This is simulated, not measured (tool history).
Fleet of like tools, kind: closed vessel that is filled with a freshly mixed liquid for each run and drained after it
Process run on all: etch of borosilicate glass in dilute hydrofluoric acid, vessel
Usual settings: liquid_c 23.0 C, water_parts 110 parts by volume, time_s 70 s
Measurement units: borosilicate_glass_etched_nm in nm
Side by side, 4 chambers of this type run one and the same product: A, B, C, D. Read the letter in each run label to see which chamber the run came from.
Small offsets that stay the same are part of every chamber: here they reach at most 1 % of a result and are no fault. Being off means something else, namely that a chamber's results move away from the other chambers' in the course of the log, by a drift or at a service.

| run | hour | liquid_c | water_parts | time_s | read-back film thickness of the borosilicate glass reference wafer, read on the same gauge (nm) | borosilicate_glass_etched_nm |
|---|---|---|---|---|---|---|
| 1C | 4.7 | 23.0 | 110 | 70 | 120.05 | 23.540 |
| 2B | 10.5 | 23.0 | 110 | 70 | 120.00 | 23.516 |
| 3D | 14.9 | 23.0 | 110 | 70 | 119.98 | 23.782 |
| 4A | 18.8 | 23.0 | 110 | 70 | 120.02 | 23.578 |
| 5A | 22.9 | 23.0 | 110 | 70 | 120.00 | 23.430 |
| 6C | 28.5 | 23.0 | 110 | 70 | 119.97 | 23.685 |
| 7B | 35.4 | 23.0 | 110 | 70 | 120.01 | 23.183 |
| 8D | 41.0 | 23.0 | 110 | 70 | 119.98 | 23.407 |
| 9D | 45.3 | 23.0 | 110 | 70 | 120.02 | 23.107 |
| 10B | 50.8 | 25.0 | 110 | 70 | 120.02 | 25.315 |
| 11C | 54.9 | 25.0 | 110 | 70 | 120.03 | 25.922 |
| 12A | 60.2 | 25.0 | 110 | 70 | 120.02 | 25.516 |
| 13C | 65.4 | 25.0 | 110 | 70 | 120.00 | 25.557 |
| 14A | 72.4 | 23.0 | 110 | 105 | 119.95 | 35.529 |
| 15D | 78.5 | 23.0 | 110 | 105 | 119.99 | 35.198 |
| 16B | 81.7 | 23.0 | 110 | 105 | 119.99 | 35.503 |
| 17D | 87.5 | 23.0 | 110 | 105 | 120.03 | 35.224 |
| 18B | 94.5 | 23.0 | 110 | 70 | 119.97 | 23.403 |
| 19C | 98.2 | 23.0 | 110 | 70 | 119.98 | 23.714 |
| 20A | 104.1 | 23.0 | 110 | 70 | 120.02 | 23.531 |
| 21A | 107.3 | 23.0 | 110 | 70 | 120.02 | 23.483 |
| 22B | 112.6 | 23.0 | 110 | 70 | 120.01 | 23.662 |
| 23C | 119.7 | 23.0 | 110 | 70 | 119.98 | 23.831 |
| 24D | 126.0 | 20.5 | 110 | 60 | 120.04 | 18.177 |
| 25B | 129.2 | 20.5 | 110 | 60 | 120.01 | 18.617 |
| 26A | 133.8 | 20.5 | 110 | 60 | 120.02 | 18.338 |
| 27C | 139.8 | 20.5 | 110 | 60 | 119.97 | 18.189 |
| 28D | 143.4 | 23.0 | 110 | 70 | 119.97 | 23.115 |
| 29C | 149.1 | 23.0 | 110 | 70 | 120.03 | 23.859 |
| 30A | 156.1 | 23.0 | 110 | 70 | 120.02 | 23.384 |
| 31D | 159.5 | 23.0 | 110 | 70 | 119.97 | 23.603 |
| 32B | 166.1 | 23.0 | 150 | 70 | 119.98 | 17.230 |

The same settings go to every chamber for the next run, one line per chamber below. Forecast the results for each:
| 33A | 171.2 | 20.0 | 110 | 70 |  | ? |
| 33B | 171.2 | 20.0 | 110 | 70 |  | ? |
| 33C | 171.2 | 20.0 | 110 | 70 |  | ? |
| 33D | 171.2 | 20.0 | 110 | 70 |  | ? |

| run | borosilicate_glass_etched_nm |
|---|---|
| 33A | 20.496 |
| 33B | 21.649 |
| 33C | 20.863 |
| 33D | 20.739 |

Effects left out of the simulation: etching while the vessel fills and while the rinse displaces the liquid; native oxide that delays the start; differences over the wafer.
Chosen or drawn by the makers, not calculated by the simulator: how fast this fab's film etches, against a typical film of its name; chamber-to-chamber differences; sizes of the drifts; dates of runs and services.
